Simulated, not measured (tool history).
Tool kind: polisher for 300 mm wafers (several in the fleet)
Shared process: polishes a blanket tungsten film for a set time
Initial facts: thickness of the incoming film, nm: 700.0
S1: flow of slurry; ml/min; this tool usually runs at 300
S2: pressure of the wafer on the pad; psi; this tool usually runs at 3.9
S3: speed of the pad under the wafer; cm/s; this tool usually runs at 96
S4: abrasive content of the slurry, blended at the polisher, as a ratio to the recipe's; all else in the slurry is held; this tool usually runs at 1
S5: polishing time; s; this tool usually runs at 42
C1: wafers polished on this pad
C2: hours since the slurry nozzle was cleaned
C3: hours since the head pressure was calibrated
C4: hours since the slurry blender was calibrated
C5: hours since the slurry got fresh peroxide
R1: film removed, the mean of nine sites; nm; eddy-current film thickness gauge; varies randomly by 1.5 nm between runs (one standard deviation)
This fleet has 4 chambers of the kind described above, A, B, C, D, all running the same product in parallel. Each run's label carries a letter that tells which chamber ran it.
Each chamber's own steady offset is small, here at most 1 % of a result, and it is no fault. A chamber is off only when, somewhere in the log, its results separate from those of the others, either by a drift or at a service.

run 1D hour=12.4 | S1=300 S2=3.9 S3=96 S4=1 S5=42 | C1=867 C2=256.9 C3=410.7 C4=163.1 C5=117.3 | R1=214.18
-- hour=14.6 chamber C: slurry tank refilled with fresh slurry and peroxide
-- hour=15.5 chamber B: worn pad replaced by a new one
-- hour=18.2 chamber A: slurry tank refilled with fresh slurry and peroxide
-- hour=21.3 chamber A: worn pad replaced by a new one
run 2C hour=23.0 | S1=300 S2=3.9 S3=96 S4=1 S5=42 | C1=1139 C2=456.2 C3=697.8 C4=353.6 C5=8.4 | R1=212.44
-- hour=27.0 chamber D: worn pad replaced by a new one
-- hour=27.8 chamber C: worn pad replaced by a new one
run 3A hour=30.1 | S1=300 S2=3.9 S3=96 S4=1 S5=42 | C1=102 C2=70.6 C3=435.7 C4=120.7 C5=12.0 | R1=216.54
run 4B hour=39.1 | S1=300 S2=3.9 S3=96 S4=1 S5=42 | C1=271 C2=78.2 C3=1265.2 C4=144.8 C5=44.5 | R1=215.26
-- hour=41.1 chamber D: slurry tank refilled with fresh slurry and peroxide
-- hour=45.3 chamber B: head pressure recalibrated
run 5B hour=53.1 | S1=300 S2=3.9 S3=96 S4=1 S5=42 | C1=432 C2=92.2 C3=7.9 C4=158.8 C5=58.5 | R1=215.78
-- hour=55.9 chamber B: slurry tank refilled with fresh slurry and peroxide
-- hour=58.2 chamber C: slurry blender recalibrated
run 6A hour=63.2 | S1=300 S2=3.9 S3=96 S4=1 S5=42 | C1=482 C2=103.7 C3=468.8 C4=153.8 C5=45.1 | R1=215.47
run 7C hour=71.5 | S1=300 S2=3.9 S3=96 S4=1 S5=42 | C1=503 C2=504.7 C3=746.3 C4=13.3 C5=56.9 | R1=214.90
run 8D hour=79.6 | S1=300 S2=3.9 S3=96 S4=1 S5=42 | C1=604 C2=324.1 C3=477.9 C4=230.3 C5=38.5 | R1=214.45
run 9C hour=88.5 | S1=300 S2=3.9 S3=96 S4=1 S5=42 | C1=698 C2=521.7 C3=763.3 C4=30.3 C5=73.9 | R1=217.24
run 10B hour=102.8 | S1=300 S2=3.9 S3=96 S4=1 S5=42 | C1=1003 C2=141.9 C3=57.6 C4=208.5 C5=47.0 | R1=214.21
-- hour=109.7 chamber A: slurry tank refilled with fresh slurry and peroxide
-- hour=110.2 chamber D: worn pad replaced by a new one
-- hour=110.5 chamber B: worn pad replaced by a new one
run 11D hour=115.3 | S1=300 S2=3.9 S3=96 S4=1 S5=42 | C1=59 C2=359.8 C3=513.6 C4=266.0 C5=74.2 | R1=211.70
-- hour=121.6 chamber B: slurry tank refilled with fresh slurry and peroxide
-- hour=122.8 chamber A: worn pad replaced by a new one
run 12A hour=125.4 | S1=300 S2=3.9 S3=96 S4=1 S5=42 | C1=30 C2=165.9 C3=531.0 C4=216.0 C5=15.8 | R1=214.91
-- hour=128.2 chamber C: worn pad replaced by a new one
run 13A hour=139.0 | S1=300 S2=3.9 S3=112 S4=1 S5=49 | C1=186 C2=179.5 C3=544.6 C4=229.6 C5=29.4 | R1=291.20
run 14B hour=151.1 | S1=300 S2=3.9 S3=112 S4=1 S5=49 | C1=466 C2=190.2 C3=105.9 C4=256.8 C5=29.5 | R1=292.28
run 15D hour=158.5 | S1=300 S2=3.9 S3=112 S4=1 S5=49 | C1=555 C2=403.0 C3=556.8 C4=309.2 C5=117.4 | R1=285.93
-- hour=164.2 chamber C: slurry tank refilled with fresh slurry and peroxide
run 16C hour=165.3 | S1=300 S2=3.9 S3=112 S4=1 S5=49 | C1=426 C2=598.5 C3=840.1 C4=107.1 C5=1.1 | R1=296.14
-- hour=177.7 chamber D: slurry tank refilled with fresh slurry and peroxide
run 17B hour=180.3 | S1=300 S2=3.9 S3=96 S4=1 S5=42 | C1=802 C2=219.4 C3=135.1 C4=286.0 C5=58.7 | R1=217.85
-- hour=184.0 chamber B: slurry tank refilled with fresh slurry and peroxide
run 18A hour=188.6 | S1=300 S2=3.9 S3=96 S4=1 S5=42 | C1=756 C2=229.1 C3=594.2 C4=279.2 C5=79.0 | R1=211.81
-- hour=200.0 chamber A: slurry tank refilled with fresh slurry and peroxide
run 19C hour=200.7 | S1=300 S2=3.9 S3=96 S4=1 S5=42 | C1=833 C2=633.9 C3=875.5 C4=142.5 C5=36.5 | R1=211.79
-- hour=206.2 chamber D: worn pad replaced by a new one
run 20D hour=211.6 | S1=300 S2=3.9 S3=126 S4=1 S5=42 | C1=62 C2=456.1 C3=609.9 C4=362.3 C5=34.0 | R1=271.82
-- hour=220.6 chamber B: slurry blender recalibrated
-- hour=225.8 chamber A: head pressure recalibrated
run 21D hour=226.6 | S1=300 S2=3.9 S3=126 S4=1 S5=42 | C1=235 C2=471.1 C3=624.9 C4=377.3 C5=49.0 | R1=267.76
-- hour=228.7 chamber A: worn pad replaced by a new one
-- hour=229.9 chamber B: worn pad replaced by a new one
-- hour=233.3 chamber A: slurry nozzle cleaned
-- hour=238.7 chamber A: slurry blender recalibrated
run 22B hour=241.1 | S1=300 S2=3.9 S3=126 S4=1 S5=42 | C1=129 C2=280.2 C3=195.9 C4=20.6 C5=57.2 | R1=285.97
-- hour=245.8 chamber B: slurry tank refilled with fresh slurry and peroxide
-- hour=246.6 chamber C: worn pad replaced by a new one
run 23C hour=249.0 | S1=300 S2=3.9 S3=126 S4=1 S5=42 | C1=28 C2=682.2 C3=923.8 C4=190.8 C5=84.8 | R1=287.15
run 24A hour=263.5 | S1=245 S2=3.9 S3=96 S4=1 S5=42 | C1=399 C2=30.3 C3=37.8 C4=24.8 C5=63.6 | R1=210.94
run 25B hour=273.6 | S1=245 S2=3.9 S3=96 S4=1 S5=42 | C1=502 C2=312.7 C3=228.4 C4=53.1 C5=27.8 | R1=213.44
-- hour=278.2 chamber D: slurry nozzle cleaned
run 26D hour=282.8 | S1=245 S2=3.9 S3=96 S4=1 S5=42 | C1=880 C2=4.7 C3=681.1 C4=433.5 C5=105.2 | R1=198.15
-- hour=284.4 chamber C: slurry tank refilled with fresh slurry and peroxide
run 27C hour=291.5 | S1=245 S2=3.9 S3=96 S4=1 S5=42 | C1=516 C2=724.7 C3=966.3 C4=233.3 C5=7.2 | R1=209.57
-- hour=295.5 chamber D: worn pad replaced by a new one
-- hour=300.4 chamber A: slurry tank refilled with fresh slurry and peroxide
run 28A hour=302.3 | S1=300 S2=3.9 S3=96 S4=1 S5=42 | C1=845 C2=69.1 C3=76.6 C4=63.6 C5=2.0 | R1=214.50
run 29D hour=310.0 | S1=300 S2=3.9 S3=96 S4=1 S5=42 | C1=167 C2=31.9 C3=708.3 C4=460.7 C5=132.4 | R1=199.71
-- hour=316.9 chamber A: worn pad replaced by a new one
run 30C hour=317.8 | S1=300 S2=3.9 S3=96 S4=1 S5=42 | C1=818 C2=751.0 C3=992.6 C4=259.6 C5=33.5 | R1=214.97
-- hour=320.5 chamber B: slurry tank refilled with fresh slurry and peroxide
run 31B hour=324.4 | S1=300 S2=3.9 S3=96 S4=1 S5=42 | C1=1086 C2=363.5 C3=279.2 C4=103.9 C5=4.0 | R1=211.95
run 32A hour=331.9 | S1=300 S2=3.9 S3=96 S4=1 S5=42 | C1=172 C2=98.7 C3=106.2 C4=93.2 C5=31.6 | R1=213.37

Does one chamber stand apart from the rest, does the shared gauge drift, or is all well apart from small per-chamber offsets? Give the chamber and the most likely cause, where there is one.

It is chamber D that slowly wanders off from its peers.
Likeliest cause: abrasive missing from the slurry, % = 28.3.
With only this log, it may be confused with: head's pressure below its setpoint, %.

Below are 4 candidate recipes for chamber D's next run, each the usual settings with a change, their results shown as question marks. Which of them brings D's results back in line with what the other chambers give on the usual settings?
To be in line, a result may differ from the other chambers' mean on the usual settings by at most: R1 5.40 nm
run 33D-1 hour=342.8 | S1=295 S2=3.9 S3=96 S4=1.00 S5=37 | R1=?
run 33D-2 hour=342.8 | S1=300 S2=4.1 S3=100 S4=1.00 S5=44 | R1=?
run 33D-3 hour=342.8 | S1=300 S2=3.9 S3=96 S4=1.00 S5=46 | R1=?
run 33D-4 hour=342.8 | S1=300 S2=3.9 S3=96 S4=0.65 S5=42 | R1=?

Other chambers, usual settings, mean: R1 215.21 nm
run=33D-1 R1=173.37
run=33D-2 R1=226.10
run=33D-3 R1=215.87
run=33D-4 R1=179.21
33D-3 is the one that brings the chamber's results back in line with the other chambers.
